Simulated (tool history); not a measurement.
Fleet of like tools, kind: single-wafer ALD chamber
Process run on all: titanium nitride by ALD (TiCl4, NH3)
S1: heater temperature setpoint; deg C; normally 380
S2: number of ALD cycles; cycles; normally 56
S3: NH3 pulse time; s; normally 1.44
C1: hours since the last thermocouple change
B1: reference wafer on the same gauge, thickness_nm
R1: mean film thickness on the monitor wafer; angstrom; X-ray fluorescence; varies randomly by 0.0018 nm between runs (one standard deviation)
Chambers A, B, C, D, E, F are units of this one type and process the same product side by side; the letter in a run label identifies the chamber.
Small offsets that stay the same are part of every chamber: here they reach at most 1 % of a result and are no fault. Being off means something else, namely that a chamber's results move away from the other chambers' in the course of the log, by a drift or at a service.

run 1A hour=13.3 | S1=380 S2=56 S3=1.44 | C1=655.3 | B1=0.95979 | R1=11.899
run 2E hour=24.5 | S1=380 S2=56 S3=1.44 | C1=849.7 | B1=0.96022 | R1=11.856
run 3C hour=34.2 | S1=380 S2=56 S3=1.44 | C1=1975.1 | B1=0.96069 | R1=11.900
run 4B hour=41.7 | S1=380 S2=56 S3=1.44 | C1=1426.4 | B1=0.96051 | R1=11.893
run 5D hour=53.9 | S1=380 S2=56 S3=1.44 | C1=488.1 | B1=0.96048 | R1=11.907
run 6F hour=61.9 | S1=380 S2=56 S3=1.44 | C1=932.2 | B1=0.96101 | R1=12.014
run 7F hour=75.5 | S1=380 S2=56 S3=1.44 | C1=945.8 | B1=0.96132 | R1=12.012
run 8B hour=86.0 | S1=380 S2=56 S3=1.44 | C1=1470.7 | B1=0.96082 | R1=11.885
run 9D hour=99.7 | S1=380 S2=56 S3=1.44 | C1=533.9 | B1=0.96115 | R1=11.923
run 10A hour=109.6 | S1=380 S2=56 S3=1.44 | C1=751.6 | B1=0.96176 | R1=11.932
-- hour=110.5 chamber F: thermocouple changed; heater temperature recalibrated
run 11E hour=116.2 | S1=380 S2=56 S3=1.44 | C1=941.4 | B1=0.96189 | R1=11.856
run 12C hour=124.9 | S1=380 S2=56 S3=1.44 | C1=2065.8 | B1=0.96231 | R1=11.900
run 13E hour=134.1 | S1=380 S2=56 S3=1.44 | C1=959.3 | B1=0.96216 | R1=11.914
run 14C hour=141.1 | S1=380 S2=56 S3=1.44 | C1=2082.0 | B1=0.96199 | R1=11.919
run 15B hour=153.5 | S1=380 S2=56 S3=1.44 | C1=1538.2 | B1=0.96226 | R1=11.905
run 16F hour=160.4 | S1=380 S2=56 S3=1.44 | C1=50.0 | B1=0.96273 | R1=11.991
run 17D hour=171.1 | S1=380 S2=56 S3=1.44 | C1=605.3 | B1=0.96225 | R1=11.929
run 18A hour=180.0 | S1=380 S2=56 S3=1.44 | C1=822.0 | B1=0.96269 | R1=11.939
run 19D hour=188.9 | S1=380 S2=56 S3=1.44 | C1=623.1 | B1=0.96257 | R1=11.931
run 20F hour=197.2 | S1=380 S2=56 S3=1.44 | C1=86.8 | B1=0.96323 | R1=12.000
run 21A hour=209.5 | S1=380 S2=56 S3=1.44 | C1=851.5 | B1=0.96308 | R1=11.919
run 22B hour=222.7 | S1=380 S2=56 S3=1.44 | C1=1607.4 | B1=0.96376 | R1=11.930
run 23C hour=235.9 | S1=380 S2=56 S3=1.44 | C1=2176.8 | B1=0.96321 | R1=11.937
run 24E hour=249.5 | S1=380 S2=56 S3=1.44 | C1=1074.7 | B1=0.96369 | R1=11.878
run 25D hour=260.0 | S1=380 S2=56 S3=1.44 | C1=694.2 | B1=0.96361 | R1=11.945
run 26A hour=270.6 | S1=380 S2=56 S3=1.44 | C1=912.6 | B1=0.96435 | R1=11.944
run 27F hour=282.4 | S1=380 S2=56 S3=1.44 | C1=172.0 | B1=0.96416 | R1=12.052
run 28B hour=294.5 | S1=380 S2=56 S3=1.44 | C1=1679.2 | B1=0.96432 | R1=11.943
run 29E hour=306.7 | S1=380 S2=56 S3=1.44 | C1=1131.9 | B1=0.96470 | R1=11.882
run 30C hour=318.3 | S1=380 S2=56 S3=1.44 | C1=2259.2 | B1=0.96460 | R1=12.001
run 31F hour=329.3 | S1=380 S2=56 S3=1.44 | C1=218.9 | B1=0.96507 | R1=12.065
run 32A hour=339.4 | S1=380 S2=56 S3=1.44 | C1=981.4 | B1=0.96510 | R1=11.945
run 33D hour=347.3 | S1=380 S2=56 S3=1.44 | C1=781.5 | B1=0.96519 | R1=11.987
run 34E hour=354.5 | S1=380 S2=56 S3=1.44 | C1=1179.7 | B1=0.96555 | R1=11.898
run 35B hour=364.1 | S1=380 S2=56 S3=1.44 | C1=1748.8 | B1=0.96586 | R1=11.928
run 36C hour=375.5 | S1=380 S2=56 S3=1.44 | C1=2316.4 | B1=0.96560 | R1=11.950
run 37F hour=386.8 | S1=380 S2=56 S3=1.44 | C1=276.4 | B1=0.96600 | R1=12.034

All chambers now run identical settings, listed one chamber a line with results as question marks. What results will each chamber show?
run 38A hour=396.9 | S1=380 S2=56 S3=0.93 | R1=?
run 38B hour=396.9 | S1=380 S2=56 S3=0.93 | R1=?
run 38C hour=396.9 | S1=380 S2=56 S3=0.93 | R1=?
run 38D hour=396.9 | S1=380 S2=56 S3=0.93 | R1=?
run 38E hour=396.9 | S1=380 S2=56 S3=0.93 | R1=?
run 38F hour=396.9 | S1=380 S2=56 S3=0.93 | R1=?

run=38A R1=11.593
run=38B R1=11.535
run=38C R1=11.560
run=38D R1=11.623
run=38E R1=11.504
run=38F R1=11.658

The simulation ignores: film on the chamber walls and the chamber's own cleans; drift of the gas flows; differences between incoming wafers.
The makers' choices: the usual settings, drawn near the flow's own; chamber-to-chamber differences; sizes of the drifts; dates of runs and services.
